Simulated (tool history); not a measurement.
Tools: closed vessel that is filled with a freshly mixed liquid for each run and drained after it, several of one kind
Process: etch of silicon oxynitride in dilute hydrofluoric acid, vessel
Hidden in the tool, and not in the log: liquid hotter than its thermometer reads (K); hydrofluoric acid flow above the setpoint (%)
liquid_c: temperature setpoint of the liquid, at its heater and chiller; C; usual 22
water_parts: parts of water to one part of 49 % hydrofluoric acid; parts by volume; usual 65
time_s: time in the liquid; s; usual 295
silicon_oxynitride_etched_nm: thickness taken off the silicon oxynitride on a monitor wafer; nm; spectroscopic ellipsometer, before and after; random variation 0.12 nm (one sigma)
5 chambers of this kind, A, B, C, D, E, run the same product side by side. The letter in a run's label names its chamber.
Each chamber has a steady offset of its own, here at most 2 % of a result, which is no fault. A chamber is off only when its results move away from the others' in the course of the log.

| run | hour | liquid_c | water_parts | time_s | hours since the thermometer was replaced | hours since the hydrofluoric acid flow meter was replaced | read-back film thickness of the silicon oxynitride reference wafer, read on the same gauge (nm) | silicon_oxynitride_etched_nm |
|---|---|---|---|---|---|---|---|---|
| 1B | 3.4 | 22 | 65 | 295 | 413.5 | 86.7 | 50.036 | 14.108 |
| 2E | 6.9 | 22 | 65 | 295 | 1345.6 | 1824.8 | 50.033 | 13.994 |
| 3C | 9 | 22 | 65 | 295 | 27.2 | 364.3 | 49.993 | 14.109 |
| 4D | 13.3 | 22 | 65 | 295 | 892.6 | 416.6 | 49.98 | 14.507 |
| 5A | 17.8 | 22 | 65 | 295 | 644 | 803.7 | 50.013 | 14.045 |
| 6D | 20.9 | 25.5 | 65 | 230 | 900.2 | 424.2 | 49.976 | 13.198 |
| 7C | 23.2 | 25.5 | 65 | 230 | 41.4 | 378.5 | 49.995 | 13.072 |
|  | 23.7 | chamber D: hydrofluoric acid flow meter replaced |
| 8A | 26.1 | 25.5 | 65 | 230 | 652.3 | 812 | 50.031 | 12.939 |
| 9E | 28.9 | 25.5 | 65 | 230 | 1367.6 | 1846.8 | 50 | 13.104 |
| 10B | 32.3 | 25.5 | 65 | 230 | 442.4 | 115.6 | 49.991 | 13.214 |
| 11A | 34.3 | 22 | 90 | 295 | 660.5 | 820.2 | 50 | 9.9248 |
| 12B | 36.4 | 22 | 90 | 295 | 446.5 | 119.7 | 50.024 | 10.056 |
| 13C | 38.5 | 22 | 90 | 295 | 56.7 | 393.8 | 50.017 | 9.8172 |
| 14E | 41.7 | 22 | 90 | 295 | 1380.4 | 1859.6 | 49.967 | 10.103 |
| 15D | 44.3 | 22 | 90 | 295 | 923.6 | 20.7 | 50.006 | 10.027 |
| 16A | 47.3 | 22 | 65 | 295 | 673.5 | 833.2 | 50.019 | 13.926 |
| 17C | 51.3 | 22 | 65 | 295 | 69.5 | 406.6 | 49.992 | 14.072 |
| 18B | 53.9 | 22 | 65 | 295 | 464 | 137.2 | 49.982 | 14.322 |
| 19D | 57 | 22 | 65 | 295 | 936.3 | 33.4 | 49.972 | 14.404 |
| 20E | 60.3 | 22 | 65 | 295 | 1399 | 1878.2 | 50.022 | 14.266 |
| 21D | 64.5 | 22 | 65 | 295 | 943.8 | 40.9 | 49.981 | 14.455 |
| 22C | 68 | 22 | 65 | 295 | 86.2 | 423.3 | 50.035 | 14.056 |
| 23E | 70 | 26 | 65 | 295 | 1408.7 | 1887.9 | 50.003 | 17.535 |
| 24A | 72.9 | 26 | 65 | 295 | 699.1 | 858.8 | 49.977 | 16.81 |
|  | 74 | chamber D: thermometer replaced |
| 25B | 76.8 | 26 | 65 | 295 | 486.9 | 160.1 | 49.969 | 17.377 |
| 26E | 79.2 | 26 | 65 | 295 | 1417.9 | 1897.1 | 50.022 | 17.017 |
| 27D | 82.9 | 26 | 65 | 295 | 9 | 59.3 | 50.033 | 17.28 |
| 28B | 87 | 22 | 90 | 295 | 497.1 | 170.3 | 50.044 | 9.9368 |
| 29C | 90.9 | 22 | 90 | 295 | 109.1 | 446.2 | 49.99 | 9.927 |
| 30A | 93.8 | 22 | 90 | 295 | 720 | 879.7 | 49.993 | 9.9508 |
| 31C | 98.1 | 22 | 90 | 295 | 116.3 | 453.4 | 50.032 | 10.01 |

All 5 chambers run these settings next. Forecast each chamber's results:
| 32A | 101.3 | 22 | 65 | 295 |  |  |  | ? |
| 32B | 101.3 | 22 | 65 | 295 |  |  |  | ? |
| 32C | 101.3 | 22 | 65 | 295 |  |  |  | ? |
| 32D | 101.3 | 22 | 65 | 295 |  |  |  | ? |
| 32E | 101.3 | 22 | 65 | 295 |  |  |  | ? |

| run | silicon_oxynitride_etched_nm |
|---|---|
| 32A | 13.917 |
| 32B | 14.079 |
| 32C | 14.099 |
| 32D | 14.416 |
| 32E | 14.119 |
